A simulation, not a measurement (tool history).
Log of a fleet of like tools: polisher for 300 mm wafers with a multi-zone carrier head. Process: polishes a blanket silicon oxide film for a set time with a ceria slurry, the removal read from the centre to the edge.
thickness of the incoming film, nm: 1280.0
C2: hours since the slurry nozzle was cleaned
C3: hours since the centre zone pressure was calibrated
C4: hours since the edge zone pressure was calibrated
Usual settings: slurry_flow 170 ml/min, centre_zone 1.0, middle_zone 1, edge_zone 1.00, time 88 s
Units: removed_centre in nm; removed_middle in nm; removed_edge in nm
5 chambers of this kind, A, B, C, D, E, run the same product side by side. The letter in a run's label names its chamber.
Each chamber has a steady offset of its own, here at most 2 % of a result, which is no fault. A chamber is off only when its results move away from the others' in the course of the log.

{"run": "1B", "day": 0.15, "slurry_flow": 170, "centre_zone": 1.0, "middle_zone": 1, "edge_zone": 1.0, "time": 88, "wafers polished on this pad": 240, "C2": 270.2, "C3": 152.3, "C4": 593.6, "removed_centre": 260.36, "removed_middle": 266.3, "removed_edge": 257.28}
{"run": "2E", "day": 0.275, "slurry_flow": 170, "centre_zone": 1.0, "middle_zone": 1, "edge_zone": 1.0, "time": 88, "wafers polished on this pad": 1050, "C2": 497.2, "C3": 1084.4, "C4": 1280.1, "removed_centre": 260.15, "removed_middle": 257.73, "removed_edge": 269.64}
{"run": "3C", "day": 0.421, "slurry_flow": 170, "centre_zone": 1.0, "middle_zone": 1, "edge_zone": 1.0, "time": 88, "wafers polished on this pad": 782, "C2": 336.3, "C3": 956.1, "C4": 951.0, "removed_centre": 262.61, "removed_middle": 255.97, "removed_edge": 261.74}
{"run": "4D", "day": 0.533, "slurry_flow": 170, "centre_zone": 1.0, "middle_zone": 1, "edge_zone": 1.0, "time": 88, "wafers polished on this pad": 815, "C2": 507.8, "C3": 191.2, "C4": 352.7, "removed_centre": 263.59, "removed_middle": 258.38, "removed_edge": 259.43}
{"day": 0.596, "done": "chamber D: slurry nozzle cleaned"}
{"run": "5A", "day": 0.65, "slurry_flow": 170, "centre_zone": 1.0, "middle_zone": 1, "edge_zone": 1.0, "time": 88, "wafers polished on this pad": 539, "C2": 343.4, "C3": 285.1, "C4": 341.6, "removed_centre": 261.33, "removed_middle": 254.11, "removed_edge": 254.2}
{"day": 0.825, "done": "chamber E: worn pad replaced by a new one"}
{"run": "6C", "day": 0.854, "slurry_flow": 170, "centre_zone": 1.0, "middle_zone": 1, "edge_zone": 1.0, "time": 88, "wafers polished on this pad": 870, "C2": 346.7, "C3": 966.5, "C4": 961.4, "removed_centre": 261.94, "removed_middle": 257.95, "removed_edge": 261.88}
{"day": 0.967, "done": "chamber C: worn pad replaced by a new one"}
{"run": "7B", "day": 0.971, "slurry_flow": 140, "centre_zone": 1.0, "middle_zone": 1, "edge_zone": 1.0, "time": 88, "wafers polished on this pad": 407, "C2": 289.9, "C3": 172.0, "C4": 613.3, "removed_centre": 252.39, "removed_middle": 251.36, "removed_edge": 257.39}
{"run": "8D", "day": 1.088, "slurry_flow": 140, "centre_zone": 1.0, "middle_zone": 1, "edge_zone": 1.0, "time": 88, "wafers polished on this pad": 928, "C2": 11.8, "C3": 204.5, "C4": 366.0, "removed_centre": 253.65, "removed_middle": 254.93, "removed_edge": 257.82}
{"run": "9E", "day": 1.242, "slurry_flow": 140, "centre_zone": 1.0, "middle_zone": 1, "edge_zone": 1.0, "time": 88, "wafers polished on this pad": 84, "C2": 520.4, "C3": 1107.6, "C4": 1303.3, "removed_centre": 248.8, "removed_middle": 252.13, "removed_edge": 254.34}
{"run": "10A", "day": 1.421, "slurry_flow": 140, "centre_zone": 1.0, "middle_zone": 1, "edge_zone": 1.0, "time": 88, "wafers polished on this pad": 696, "C2": 361.9, "C3": 303.6, "C4": 360.1, "removed_centre": 248.34, "removed_middle": 246.44, "removed_edge": 250.33}
{"run": "11E", "day": 1.625, "slurry_flow": 140, "centre_zone": 1.0, "middle_zone": 1, "edge_zone": 1.0, "time": 88, "wafers polished on this pad": 162, "C2": 529.6, "C3": 1116.8, "C4": 1312.5, "removed_centre": 250.91, "removed_middle": 248.99, "removed_edge": 254.39}
{"day": 1.754, "done": "chamber C: slurry nozzle cleaned"}
{"run": "12A", "day": 1.792, "slurry_flow": 170, "centre_zone": 1.0, "middle_zone": 1, "edge_zone": 1.0, "time": 88, "wafers polished on this pad": 771, "C2": 370.8, "C3": 312.5, "C4": 369.0, "removed_centre": 259.55, "removed_middle": 257.7, "removed_edge": 253.53}
{"day": 1.85, "done": "chamber B: worn pad replaced by a new one"}
{"run": "13D", "day": 1.929, "slurry_flow": 170, "centre_zone": 1.0, "middle_zone": 1, "edge_zone": 1.0, "time": 88, "wafers polished on this pad": 1098, "C2": 32.0, "C3": 224.7, "C4": 386.2, "removed_centre": 264.89, "removed_middle": 259.16, "removed_edge": 265.61}
{"day": 2.008, "done": "chamber A: worn pad replaced by a new one"}
{"run": "14B", "day": 2.083, "slurry_flow": 170, "centre_zone": 1.0, "middle_zone": 1, "edge_zone": 1.0, "time": 88, "wafers polished on this pad": 47, "C2": 316.6, "C3": 198.7, "C4": 640.0, "removed_centre": 265.22, "removed_middle": 269.27, "removed_edge": 255.78}
{"run": "15C", "day": 2.188, "slurry_flow": 170, "centre_zone": 1.0, "middle_zone": 1, "edge_zone": 1.0, "time": 88, "wafers polished on this pad": 248, "C2": 10.5, "C3": 998.5, "C4": 993.4, "removed_centre": 255.5, "removed_middle": 266.03, "removed_edge": 262.68}
{"day": 2.212, "done": "chamber E: centre zone pressure recalibrated"}
{"run": "16D", "day": 2.308, "slurry_flow": 170, "centre_zone": 1.0, "middle_zone": 1, "edge_zone": 1.0, "time": 88, "wafers polished on this pad": 1175, "C2": 41.1, "C3": 233.8, "C4": 395.3, "removed_centre": 268.22, "removed_middle": 255.02, "removed_edge": 266.21}
{"run": "17A", "day": 2.492, "slurry_flow": 170, "centre_zone": 1.0, "middle_zone": 1, "edge_zone": 1.0, "time": 88, "wafers polished on this pad": 98, "C2": 387.6, "C3": 329.3, "C4": 385.8, "removed_centre": 257.59, "removed_middle": 258.65, "removed_edge": 252.38}
{"run": "18B", "day": 2.629, "slurry_flow": 170, "centre_zone": 1.0, "middle_zone": 1, "edge_zone": 1.0, "time": 88, "wafers polished on this pad": 158, "C2": 329.7, "C3": 211.8, "C4": 653.1, "removed_centre": 260.47, "removed_middle": 261.98, "removed_edge": 261.84}
{"run": "19E", "day": 2.754, "slurry_flow": 170, "centre_zone": 1.0, "middle_zone": 1, "edge_zone": 1.0, "time": 88, "wafers polished on this pad": 391, "C2": 556.7, "C3": 13.1, "C4": 1339.6, "removed_centre": 290.99, "removed_middle": 265.42, "removed_edge": 262.39}
{"day": 2.842, "done": "chamber C: centre zone pressure recalibrated"}
{"run": "20C", "day": 2.921, "slurry_flow": 170, "centre_zone": 1.0, "middle_zone": 1, "edge_zone": 1.0, "time": 88, "wafers polished on this pad": 397, "C2": 28.1, "C3": 1.9, "C4": 1011.0, "removed_centre": 261.49, "removed_middle": 259.76, "removed_edge": 256.61}
{"day": 3.067, "done": "chamber E: edge zone pressure recalibrated"}
{"run": "21C", "day": 3.092, "slurry_flow": 170, "centre_zone": 1.0, "middle_zone": 1, "edge_zone": 1.0, "time": 88, "wafers polished on this pad": 431, "C2": 32.2, "C3": 6.0, "C4": 1015.1, "removed_centre": 261.41, "removed_middle": 253.9, "removed_edge": 262.28}
{"run": "22D", "day": 3.204, "slurry_flow": 170, "centre_zone": 1.0, "middle_zone": 1, "edge_zone": 1.0, "time": 88, "wafers polished on this pad": 1357, "C2": 62.6, "C3": 255.3, "C4": 416.8, "removed_centre": 266.79, "removed_middle": 249.6, "removed_edge": 267.07}
{"run": "23E", "day": 3.308, "slurry_flow": 170, "centre_zone": 1.0, "middle_zone": 1, "edge_zone": 1.0, "time": 88, "wafers polished on this pad": 504, "C2": 570.0, "C3": 26.4, "C4": 5.9, "removed_centre": 290.61, "removed_middle": 260.99, "removed_edge": 262.23}
{"run": "24B", "day": 3.488, "slurry_flow": 170, "centre_zone": 1.0, "middle_zone": 1, "edge_zone": 1.0, "time": 88, "wafers polished on this pad": 332, "C2": 350.3, "C3": 232.4, "C4": 673.7, "removed_centre": 264.46, "removed_middle": 263.96, "removed_edge": 260.39}
{"run": "25A", "day": 3.583, "slurry_flow": 170, "centre_zone": 1.0, "middle_zone": 1, "edge_zone": 1.0, "time": 88, "wafers polished on this pad": 319, "C2": 413.8, "C3": 355.5, "C4": 412.0, "removed_centre": 264.73, "removed_middle": 250.55, "removed_edge": 256.51}
{"run": "26C", "day": 3.683, "slurry_flow": 170, "centre_zone": 0.9, "middle_zone": 1, "edge_zone": 1.0, "time": 118, "wafers polished on this pad": 551, "C2": 46.4, "C3": 20.2, "C4": 1029.3, "removed_centre": 312.91, "removed_middle": 349.6, "removed_edge": 355.05}
{"run": "27A", "day": 3.838, "slurry_flow": 170, "centre_zone": 0.9, "middle_zone": 1, "edge_zone": 1.0, "time": 118, "wafers polished on this pad": 371, "C2": 419.9, "C3": 361.6, "C4": 418.1, "removed_centre": 312.58, "removed_middle": 349.51, "removed_edge": 345.68}
{"run": "28B", "day": 4.004, "slurry_flow": 170, "centre_zone": 0.9, "middle_zone": 1, "edge_zone": 1.0, "time": 118, "wafers polished on this pad": 437, "C2": 362.7, "C3": 244.8, "C4": 686.1, "removed_centre": 309.06, "removed_middle": 355.93, "removed_edge": 356.92}
{"run": "29E", "day": 4.171, "slurry_flow": 170, "centre_zone": 0.9, "middle_zone": 1, "edge_zone": 1.0, "time": 118, "wafers polished on this pad": 679, "C2": 590.7, "C3": 47.1, "C4": 26.6, "removed_centre": 349.62, "removed_middle": 355.01, "removed_edge": 348.86}
{"run": "30D", "day": 4.292, "slurry_flow": 170, "centre_zone": 0.9, "middle_zone": 1, "edge_zone": 1.0, "time": 118, "wafers polished on this pad": 1578, "C2": 88.7, "C3": 281.4, "C4": 442.9, "removed_centre": 313.01, "removed_middle": 351.06, "removed_edge": 354.41}
{"run": "31C", "day": 4.412, "slurry_flow": 170, "centre_zone": 1.0, "middle_zone": 1, "edge_zone": 1.0, "time": 88, "wafers polished on this pad": 699, "C2": 63.9, "C3": 37.7, "C4": 1046.8, "removed_centre": 259.73, "removed_middle": 261.68, "removed_edge": 260.62}
{"run": "32A", "day": 4.517, "slurry_flow": 170, "centre_zone": 1.0, "middle_zone": 1, "edge_zone": 1.11, "time": 63, "wafers polished on this pad": 509, "C2": 436.2, "C3": 377.9, "C4": 434.4, "removed_centre": 187.7, "removed_middle": 184.77, "removed_edge": 192.11}
{"day": 4.571, "done": "chamber D: worn pad replaced by a new one"}
{"run": "33E", "day": 4.612, "slurry_flow": 170, "centre_zone": 1.0, "middle_zone": 1, "edge_zone": 1.11, "time": 63, "wafers polished on this pad": 768, "C2": 601.3, "C3": 57.7, "C4": 37.2, "removed_centre": 206.25, "removed_middle": 187.24, "removed_edge": 202.07}
{"run": "34B", "day": 4.742, "slurry_flow": 170, "centre_zone": 1.0, "middle_zone": 1, "edge_zone": 1.11, "time": 63, "wafers polished on this pad": 587, "C2": 380.4, "C3": 262.5, "C4": 703.8, "removed_centre": 187.68, "removed_middle": 188.93, "removed_edge": 202.25}
{"run": "35D", "day": 4.838, "slurry_flow": 170, "centre_zone": 1.0, "middle_zone": 1, "edge_zone": 1.11, "time": 63, "wafers polished on this pad": 54, "C2": 101.8, "C3": 294.5, "C4": 456.0, "removed_centre": 185.66, "removed_middle": 192.22, "removed_edge": 198.71}
{"run": "36D", "day": 4.938, "slurry_flow": 170, "centre_zone": 1.0, "middle_zone": 1, "edge_zone": 1.11, "time": 63, "wafers polished on this pad": 74, "C2": 104.2, "C3": 296.9, "C4": 458.4, "removed_centre": 188.26, "removed_middle": 182.85, "removed_edge": 202.53}

Next, every chamber runs the same settings. What will each give?
{"run": "37A", "day": 5.083, "slurry_flow": 170, "centre_zone": 1.0, "middle_zone": 1, "edge_zone": 1.0, "time": 88, "removed_centre": "?", "removed_middle": "?", "removed_edge": "?"}
{"run": "37B", "day": 5.083, "slurry_flow": 170, "centre_zone": 1.0, "middle_zone": 1, "edge_zone": 1.0, "time": 88, "removed_centre": "?", "removed_middle": "?", "removed_edge": "?"}
{"run": "37C", "day": 5.083, "slurry_flow": 170, "centre_zone": 1.0, "middle_zone": 1, "edge_zone": 1.0, "time": 88, "removed_centre": "?", "removed_middle": "?", "removed_edge": "?"}
{"run": "37D", "day": 5.083, "slurry_flow": 170, "centre_zone": 1.0, "middle_zone": 1, "edge_zone": 1.0, "time": 88, "removed_centre": "?", "removed_middle": "?", "removed_edge": "?"}
{"run": "37E", "day": 5.083, "slurry_flow": 170, "centre_zone": 1.0, "middle_zone": 1, "edge_zone": 1.0, "time": 88, "removed_centre": "?", "removed_middle": "?", "removed_edge": "?"}

run=37A removed_centre=258.67 removed_middle=253.87 removed_edge=255.50
run=37B removed_centre=262.24 removed_middle=258.11 removed_edge=262.99
run=37C removed_centre=264.86 removed_middle=257.02 removed_edge=262.83
run=37D removed_centre=263.35 removed_middle=258.21 removed_edge=261.98
run=37E removed_centre=289.11 removed_middle=264.14 removed_edge=255.34
